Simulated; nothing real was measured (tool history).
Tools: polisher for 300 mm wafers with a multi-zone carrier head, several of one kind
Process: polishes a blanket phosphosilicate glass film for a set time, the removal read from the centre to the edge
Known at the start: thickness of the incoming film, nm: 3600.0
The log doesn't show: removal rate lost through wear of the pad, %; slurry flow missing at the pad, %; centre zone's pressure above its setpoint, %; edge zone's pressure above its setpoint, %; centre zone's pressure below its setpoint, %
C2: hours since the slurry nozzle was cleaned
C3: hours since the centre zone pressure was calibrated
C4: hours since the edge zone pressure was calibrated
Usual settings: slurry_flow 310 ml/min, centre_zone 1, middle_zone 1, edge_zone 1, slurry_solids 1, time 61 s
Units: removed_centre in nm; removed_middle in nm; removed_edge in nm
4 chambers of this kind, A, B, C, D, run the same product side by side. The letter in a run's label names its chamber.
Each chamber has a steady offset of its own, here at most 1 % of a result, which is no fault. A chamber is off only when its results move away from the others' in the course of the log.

Run 1D, day 0.367: usual settings; wafers polished on this pad 293; C2 37; C3 463.5; C4 144.8. Result: removed_centre 562.97 nm, removed_middle 562.87 nm, removed_edge 558.48 nm.
Run 2C, day 0.867: usual settings; wafers polished on this pad 1466; C2 176.6; C3 697.3; C4 1122.4. Result: removed_centre 566.68 nm, removed_middle 565.88 nm, removed_edge 567.56 nm.
At day 0.904: chamber B: worn pad replaced by a new one.
At day 1.05: chamber C: worn pad replaced by a new one.
Run 3A, day 1.233: usual settings; wafers polished on this pad 455; C2 369.7; C3 218.1; C4 1161. Result: removed_centre 574.45 nm, removed_middle 566.21 nm, removed_edge 556.62 nm.
Run 4B, day 1.575: usual settings; wafers polished on this pad 99; C2 336.1; C3 800.6; C4 729.4. Result: removed_centre 566.45 nm, removed_middle 570.54 nm, removed_edge 564.81 nm.
Run 5C, day 1.846: usual settings; wafers polished on this pad 118; C2 200.1; C3 720.8; C4 1145.9. Result: removed_centre 561.3 nm, removed_middle 562.86 nm, removed_edge 563.05 nm.
Run 6B, day 2.233: usual settings; wafers polished on this pad 197; C2 351.9; C3 816.4; C4 745.2. Result: removed_centre 569.23 nm, removed_middle 573.21 nm, removed_edge 567.43 nm.
Run 7A, day 2.625: usual settings; wafers polished on this pad 662; C2 403.1; C3 251.5; C4 1194.4. Result: removed_centre 571.66 nm, removed_middle 562.47 nm, removed_edge 581.5 nm.
Run 8D, day 3.083: usual settings; wafers polished on this pad 696; C2 102.2; C3 528.7; C4 210. Result: removed_centre 554.08 nm, removed_middle 560.09 nm, removed_edge 554.71 nm.
Run 9C, day 3.433: usual settings; wafers polished on this pad 353; C2 238.2; C3 758.9; C4 1184. Result: removed_centre 568.21 nm, removed_middle 576.86 nm, removed_edge 576.89 nm.
At day 3.533: chamber A: worn pad replaced by a new one.
At day 3.721: chamber B: edge zone pressure recalibrated.
Run 10B, day 3.838: usual settings; wafers polished on this pad 434; C2 390.4; C3 854.9; C4 2.9. Result: removed_centre 570.91 nm, removed_middle 576.15 nm, removed_edge 557.67 nm.
At day 3.938: chamber C: centre zone pressure recalibrated.
Run 11A, day 4.367: usual settings; wafers polished on this pad 123; C2 444.9; C3 293.3; C4 1236.2. Result: removed_centre 567.36 nm, removed_middle 552.11 nm, removed_edge 572.42 nm.
At day 4.488: chamber B: slurry nozzle cleaned.
Run 12D, day 4.638: usual settings; wafers polished on this pad 926; C2 139.5; C3 566; C4 247.3. Result: removed_centre 544.12 nm, removed_middle 547.82 nm, removed_edge 546.24 nm.
Run 13A, day 4.967: usual settings; wafers polished on this pad 212; C2 459.3; C3 307.7; C4 1250.6. Result: removed_centre 569.08 nm, removed_middle 572.05 nm, removed_edge 578.11 nm.
Run 14B, day 5.258: usual settings; wafers polished on this pad 645; C2 18.5; C3 889; C4 37. Result: removed_centre 564.51 nm, removed_middle 564.7 nm, removed_edge 562.98 nm.
Run 15C, day 5.558: usual settings; wafers polished on this pad 668; C2 289.2; C3 39; C4 1235. Result: removed_centre 565.07 nm, removed_middle 561.51 nm, removed_edge 565.81 nm.
Run 16D, day 5.867: usual settings but centre_zone 0.89, middle_zone 1.07; wafers polished on this pad 1108; C2 169; C3 595.5; C4 276.8. Result: removed_centre 477.46 nm, removed_middle 574.48 nm, removed_edge 534.84 nm.
Run 17B, day 6.133: usual settings but centre_zone 0.89, middle_zone 1.07; wafers polished on this pad 775; C2 39.5; C3 910; C4 58. Result: removed_centre 505.24 nm, removed_middle 612.23 nm, removed_edge 575.93 nm.
Run 18A, day 6.654: usual settings but centre_zone 0.89, middle_zone 1.07; wafers polished on this pad 462; C2 499.8; C3 348.2; C4 1291.1. Result: removed_centre 502.37 nm, removed_middle 607.51 nm, removed_edge 571.07 nm.
Run 19C, day 6.975: usual settings but centre_zone 0.89, middle_zone 1.07; wafers polished on this pad 878; C2 323.2; C3 73; C4 1269. Result: removed_centre 501.78 nm, removed_middle 587.24 nm, removed_edge 555.37 nm.
Run 20D, day 7.296: usual settings; wafers polished on this pad 1320; C2 203.3; C3 629.8; C4 311.1. Result: removed_centre 533.11 nm, removed_middle 536.16 nm, removed_edge 538.87 nm.
Run 21D, day 7.55: usual settings; wafers polished on this pad 1357; C2 209.4; C3 635.9; C4 317.2. Result: removed_centre 526.43 nm, removed_middle 530.3 nm, removed_edge 532.3 nm.
Run 22B, day 7.875: usual settings; wafers polished on this pad 1033; C2 81.3; C3 951.8; C4 99.8. Result: removed_centre 564.97 nm, removed_middle 565.16 nm, removed_edge 559.57 nm.
Run 23C, day 8.138: usual settings; wafers polished on this pad 1050; C2 351.1; C3 100.9; C4 1296.9. Result: removed_centre 565.08 nm, removed_middle 565.03 nm, removed_edge 569.12 nm.
Run 24A, day 8.617: usual settings; wafers polished on this pad 753; C2 546.9; C3 395.3; C4 1338.2. Result: removed_centre 569.96 nm, removed_middle 567.71 nm, removed_edge 573.43 nm.
Run 25D, day 9.146: usual settings; wafers polished on this pad 1594; C2 247.7; C3 674.2; C4 355.5. Result: removed_centre 528.08 nm, removed_middle 520.97 nm, removed_edge 540.37 nm.
Run 26C, day 9.471: usual settings; wafers polished on this pad 1247; C2 383.1; C3 132.9; C4 1328.9. Result: removed_centre 570.19 nm, removed_middle 566.38 nm, removed_edge 562.19 nm.
At day 9.788: chamber A: worn pad replaced by a new one.
Run 27A, day 9.904: usual settings; wafers polished on this pad 17; C2 577.8; C3 426.2; C4 1369.1. Result: removed_centre 568.73 nm, removed_middle 568.66 nm, removed_edge 565.53 nm.
At day 9.917: chamber A: centre zone pressure recalibrated.
Run 28B, day 10.312: usual settings; wafers polished on this pad 1394; C2 139.8; C3 1010.3; C4 158.3. Result: removed_centre 569.58 nm, removed_middle 579.25 nm, removed_edge 553.79 nm.
At day 10.325: chamber B: worn pad replaced by a new one.
Run 29B, day 10.788: usual settings but slurry_flow 215 ml/min, middle_zone 1.11; wafers polished on this pad 68; C2 151.2; C3 1021.7; C4 169.7. Result: removed_centre 547.67 nm, removed_middle 596.99 nm, removed_edge 547.82 nm.
At day 11.058: chamber C: worn pad replaced by a new one.
Run 30A, day 11.117: usual settings but slurry_flow 215 ml/min, middle_zone 1.11; wafers polished on this pad 197; C2 606.9; C3 28.8; C4 1398.2. Result: removed_centre 544.87 nm, removed_middle 590.73 nm, removed_edge 554.57 nm.
Run 31C, day 11.608: usual settings but slurry_flow 215 ml/min, middle_zone 1.11; wafers polished on this pad 81; C2 434.4; C3 184.2; C4 1380.2. Result: removed_centre 534.86 nm, removed_middle 595.74 nm, removed_edge 544.07 nm.
Run 32D, day 11.983: usual settings but slurry_flow 215 ml/min, middle_zone 1.11; wafers polished on this pad 2014; C2 315.8; C3 742.3; C4 423.6. Result: removed_centre 487.94 nm, removed_middle 550.32 nm, removed_edge 512.55 nm.
Run 33B, day 12.35: usual settings; wafers polished on this pad 300; C2 188.7; C3 1059.2; C4 207.2. Result: removed_centre 569.17 nm, removed_middle 570.24 nm, removed_edge 570.85 nm.

Next, every chamber runs the same settings. What will each give?
Run 34A, day 12.733: usual settings. Result: removed_centre ?, removed_middle ?, removed_edge ?.
Run 34B, day 12.733: usual settings. Result: removed_centre ?, removed_middle ?, removed_edge ?.
Run 34C, day 12.733: usual settings. Result: removed_centre ?, removed_middle ?, removed_edge ?.
Run 34D, day 12.733: usual settings. Result: removed_centre ?, removed_middle ?, removed_edge ?.

run  removed_centre  removed_middle  removed_edge
34A          574.89          565.74        555.97
34B          567.28          578.49        560.22
34C          576.56          556.51        564.04
34D          504.16          515.79        514.35
